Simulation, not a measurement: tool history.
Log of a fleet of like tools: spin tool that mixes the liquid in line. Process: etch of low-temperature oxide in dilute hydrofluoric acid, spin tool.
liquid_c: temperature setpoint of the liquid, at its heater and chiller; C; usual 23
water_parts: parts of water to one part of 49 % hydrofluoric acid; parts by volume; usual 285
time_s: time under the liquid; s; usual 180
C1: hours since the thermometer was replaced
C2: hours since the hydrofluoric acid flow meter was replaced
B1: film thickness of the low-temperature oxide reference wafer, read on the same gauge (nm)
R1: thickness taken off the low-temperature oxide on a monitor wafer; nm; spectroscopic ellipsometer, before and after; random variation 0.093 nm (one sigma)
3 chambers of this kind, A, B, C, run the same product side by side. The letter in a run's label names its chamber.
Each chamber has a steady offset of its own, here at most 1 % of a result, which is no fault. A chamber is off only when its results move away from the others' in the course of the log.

run 1C hour=7.2 | liquid_c=23 water_parts=285 time_s=180 | C1=410.4 C2=360.1 | B1=30.039 | R1=10.996
run 2A hour=10.9 | liquid_c=23 water_parts=285 time_s=180 | C1=717.5 C2=435.5 | B1=30.022 | R1=11.148
run 3B hour=16.2 | liquid_c=23 water_parts=285 time_s=180 | C1=820.7 C2=1834.3 | B1=30.003 | R1=10.976
run 4C hour=21.5 | liquid_c=23 water_parts=285 time_s=180 | C1=424.7 C2=374.4 | B1=29.988 | R1=10.931
run 5A hour=28.7 | liquid_c=23 water_parts=285 time_s=180 | C1=735.3 C2=453.3 | B1=29.979 | R1=10.994
run 6B hour=34.8 | liquid_c=21 water_parts=285 time_s=265 | C1=839.3 C2=1852.9 | B1=29.973 | R1=15.165
run 7C hour=39.5 | liquid_c=21 water_parts=285 time_s=265 | C1=442.7 C2=392.4 | B1=29.991 | R1=15.027
run 8A hour=44.2 | liquid_c=21 water_parts=285 time_s=265 | C1=750.8 C2=468.8 | B1=29.98 | R1=15.057
run 9B hour=49.3 | liquid_c=23 water_parts=285 time_s=180 | C1=853.8 C2=1867.4 | B1=29.982 | R1=10.897
run 10B hour=54.8 | liquid_c=23 water_parts=285 time_s=180 | C1=859.3 C2=1872.9 | B1=30.003 | R1=10.577
run 11C hour=62.6 | liquid_c=23 water_parts=285 time_s=180 | C1=465.8 C2=415.5 | B1=30.002 | R1=10.845
run 12A hour=67.8 | liquid_c=23 water_parts=285 time_s=180 | C1=774.4 C2=492.4 | B1=29.996 | R1=11.026
run 13C hour=75.5 | liquid_c=23 water_parts=285 time_s=180 | C1=478.7 C2=428.4 | B1=30.011 | R1=10.804
run 14B hour=82.4 | liquid_c=23 water_parts=285 time_s=180 | C1=886.9 C2=1900.5 | B1=30.008 | R1=10.919
run 15A hour=88.5 | liquid_c=19 water_parts=285 time_s=180 | C1=795.1 C2=513.1 | B1=29.967 | R1=9.5032
run 16C hour=93.4 | liquid_c=19 water_parts=285 time_s=180 | C1=496.6 C2=446.3 | B1=29.993 | R1=9.4821
run 17A hour=97.6 | liquid_c=19 water_parts=285 time_s=180 | C1=804.2 C2=522.2 | B1=29.998 | R1=9.5317
run 18B hour=104.1 | liquid_c=23 water_parts=285 time_s=180 | C1=908.6 C2=1922.2 | B1=29.985 | R1=10.68
run 19B hour=109.8 | liquid_c=23 water_parts=285 time_s=180 | C1=914.3 C2=1927.9 | B1=30.019 | R1=10.691
run 20A hour=115.9 | liquid_c=23 water_parts=285 time_s=180 | C1=822.5 C2=540.5 | B1=30.017 | R1=10.98
run 21C hour=122.8 | liquid_c=23 water_parts=285 time_s=180 | C1=526 C2=475.7 | B1=29.981 | R1=10.912
run 22B hour=129.3 | liquid_c=23 water_parts=285 time_s=180 | C1=933.8 C2=1947.4 | B1=30.014 | R1=10.659
run 23C hour=134.9 | liquid_c=23 water_parts=285 time_s=180 | C1=538.1 C2=487.8 | B1=30.001 | R1=10.904
run 24A hour=140.5 | liquid_c=23 water_parts=410 time_s=180 | C1=847.1 C2=565.1 | B1=30.007 | R1=6.8175
run 25B hour=145.5 | liquid_c=23 water_parts=410 time_s=180 | C1=950 C2=1963.6 | B1=30.011 | R1=6.5709
run 26A hour=150 | liquid_c=23 water_parts=410 time_s=180 | C1=856.6 C2=574.6 | B1=29.998 | R1=6.7751
run 27C hour=157.4 | liquid_c=23 water_parts=285 time_s=180 | C1=560.6 C2=510.3 | B1=30.049 | R1=11.003
run 28A hour=162.7 | liquid_c=23 water_parts=285 time_s=180 | C1=869.3 C2=587.3 | B1=30.003 | R1=11.052
run 29B hour=167.5 | liquid_c=23 water_parts=285 time_s=180 | C1=972 C2=1985.6 | B1=30.006 | R1=10.347
run 30C hour=172.1 | liquid_c=23 water_parts=285 time_s=180 | C1=575.3 C2=525 | B1=30.016 | R1=10.921
run 31A hour=175.7 | liquid_c=23 water_parts=285 time_s=180 | C1=882.3 C2=600.3 | B1=29.979 | R1=10.978
run 32B hour=180.5 | liquid_c=23 water_parts=285 time_s=180 | C1=985 C2=1998.6 | B1=30.028 | R1=10.589
run 33C hour=186.2 | liquid_c=23 water_parts=285 time_s=180 | C1=589.4 C2=539.1 | B1=30.036 | R1=10.791
run 34B hour=193.6 | liquid_c=23 water_parts=285 time_s=180 | C1=998.1 C2=2011.7 | B1=30.043 | R1=10.349
run 35C hour=199.1 | liquid_c=23 water_parts=285 time_s=180 | C1=602.3 C2=552 | B1=30.01 | R1=10.865
run 36A hour=206.4 | liquid_c=23 water_parts=285 time_s=180 | C1=913 C2=631 | B1=30.002 | R1=11.023
run 37B hour=210.8 | liquid_c=23 water_parts=285 time_s=180 | C1=1015.3 C2=2028.9 | B1=30.001 | R1=10.369
-- hour=214 chamber B: hydrofluoric acid flow meter replaced
run 38C hour=217.7 | liquid_c=23 water_parts=380 time_s=85 | C1=620.9 C2=570.6 | B1=29.99 | R1=3.5831
run 39A hour=223.9 | liquid_c=23 water_parts=380 time_s=85 | C1=930.5 C2=648.5 | B1=29.98 | R1=3.5397
run 40A hour=231 | liquid_c=23 water_parts=380 time_s=85 | C1=937.6 C2=655.6 | B1=29.981 | R1=3.5036
run 41B hour=238.2 | liquid_c=23 water_parts=285 time_s=180 | C1=1042.7 C2=24.3 | B1=30.001 | R1=10.292
run 42C hour=242.1 | liquid_c=23 water_parts=335 time_s=180 | C1=645.3 C2=595 | B1=30.01 | R1=9.0189
run 43A hour=249.5 | liquid_c=23 water_parts=335 time_s=180 | C1=956.1 C2=674.1 | B1=30.014 | R1=8.9489

What goes on in this fleet: one chamber off, a drifting gauge, or nothing beyond the chambers' own small offsets? Name the chamber and the cause, if any.

Chamber B drifts away from the others.
Cause: liquid colder than its thermometer reads (K) = 1.56.

Here are 4 candidates for chamber B's next run, each the usual settings with a change, their results left as question marks. Which one brings its results back in line with what the others give on the usual settings?
In line means no further than this from the other chambers' mean on the usual settings: R1 0.33 nm
run 44B-1 hour=255.1 | liquid_c=23 water_parts=280 time_s=180 | R1=?
run 44B-2 hour=255.1 | liquid_c=23 water_parts=275 time_s=185 | R1=?
run 44B-3 hour=255.1 | liquid_c=21 water_parts=285 time_s=180 | R1=?
run 44B-4 hour=255.1 | liquid_c=23 water_parts=290 time_s=180 | R1=?

The other chambers' mean on the usual settings: R1 10.987 nm
run=44B-1 R1=10.564
run=44B-2 R1=11.109
run=44B-3 R1=9.5982
run=44B-4 R1=10.1
44B-2 brings the chamber back in line.
